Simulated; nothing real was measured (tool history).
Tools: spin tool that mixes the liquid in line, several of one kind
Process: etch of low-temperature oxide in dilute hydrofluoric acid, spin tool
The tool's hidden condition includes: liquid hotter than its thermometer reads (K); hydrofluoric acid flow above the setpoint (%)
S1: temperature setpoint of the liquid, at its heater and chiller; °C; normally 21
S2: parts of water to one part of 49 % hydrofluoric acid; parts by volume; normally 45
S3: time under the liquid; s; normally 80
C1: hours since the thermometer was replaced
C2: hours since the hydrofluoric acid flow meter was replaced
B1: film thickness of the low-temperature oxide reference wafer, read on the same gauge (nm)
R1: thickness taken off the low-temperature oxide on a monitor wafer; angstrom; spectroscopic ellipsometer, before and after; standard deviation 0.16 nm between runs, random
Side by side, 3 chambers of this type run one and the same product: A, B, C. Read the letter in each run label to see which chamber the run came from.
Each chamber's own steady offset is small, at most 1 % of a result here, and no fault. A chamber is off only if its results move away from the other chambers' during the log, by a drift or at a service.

run	hour	S1	S2	S3	C1	C2	B1	R1
1B	8.6	21	45	80	1945.5	1033.4	90.026	183.910
2C	14.7	21	45	80	2365.8	1224.8	89.999	179.100
3A	20.5	21	45	80	1990.8	773.4	89.995	180.370
4C	27.7	21	45	80	2378.8	1237.8	90.035	179.540
5A	35.3	21	45	80	2005.6	788.2	90.044	180.590
6B	41.0	21	45	80	1977.9	1065.8	90.031	181.550
7C	49.1	21	45	80	2400.2	1259.2	89.965	179.280
8A	53.1	21	45	80	2023.4	806.0	90.040	176.650
9B	56.9	21	45	80	1993.8	1081.7	90.016	182.660
# hour 60.8: chamber A: hydrofluoric acid flow meter replaced
10B	64.4	21	45	80	2001.3	1089.2	89.997	183.490
11C	72.3	21	45	80	2423.4	1282.4	90.025	180.510
12A	77.5	21	45	80	2047.8	16.7	90.046	181.920
13B	81.6	21	45	80	2018.5	1106.4	90.023	187.030
14A	86.3	21	45	80	2056.6	25.5	89.981	178.230
15C	94.6	21	45	80	2445.7	1304.7	89.974	181.110
16B	100.0	21	45	80	2036.9	1124.8	90.009	187.940
17A	107.9	21	45	80	2078.2	47.1	90.008	179.150
18C	112.1	21	45	80	2463.2	1322.2	90.011	177.590
19A	120.2	21	45	80	2090.5	59.4	90.007	181.100
20B	126.3	21	45	80	2063.2	1151.1	89.997	189.760
21C	135.0	21	45	80	2486.1	1345.1	89.959	180.860
22A	140.0	21	45	80	2110.3	79.2	89.983	179.280
23C	147.2	21	45	80	2498.3	1357.3	90.036	177.220
24B	151.1	21	45	80	2088.0	1175.9	90.011	191.820
25C	155.4	21	45	80	2506.5	1365.5	90.004	178.330
26A	159.5	21	45	80	2129.8	98.7	89.999	180.690
27B	167.4	21	45	80	2104.3	1192.2	89.986	195.370
28C	176.1	21	45	80	2527.2	1386.2	89.957	177.480
29B	182.2	21	45	80	2119.1	1207.0	89.991	196.200
30A	190.8	21	45	80	2161.1	130.0	89.994	177.590
31C	196.6	21	45	80	2547.7	1406.7	89.937	179.190
32B	201.5	21	45	80	2138.4	1226.3	90.001	197.810
# hour 201.7: chamber C: thermometer replaced
33A	207.8	21	45	80	2178.1	147.0	89.955	179.710
34B	213.6	21	45	80	2150.5	1238.4	90.011	199.100
35A	218.7	21	45	80	2189.0	157.9	89.983	179.710
36C	223.9	21	45	80	22.3	1434.0	89.963	177.820
37B	232.8	21	45	80	2169.7	1257.6	90.008	201.120
38C	240.7	21	45	80	39.1	1450.8	90.009	177.630
39A	245.2	21	45	80	2215.5	184.4	89.966	178.070
40B	249.6	21	45	80	2186.5	1274.4	90.000	202.590
41C	258.3	21	45	80	56.7	1468.4	90.019	178.310
42A	266.1	17	45	45	2236.4	205.3	89.986	86.909

Next, every chamber runs the same settings. What will each give?
43A	272.4	21	45	80				?
43B	272.4	21	45	80				?
43C	272.4	21	45	80				?

run	R1
43A	178.120
43B	206.310
43C	181.300

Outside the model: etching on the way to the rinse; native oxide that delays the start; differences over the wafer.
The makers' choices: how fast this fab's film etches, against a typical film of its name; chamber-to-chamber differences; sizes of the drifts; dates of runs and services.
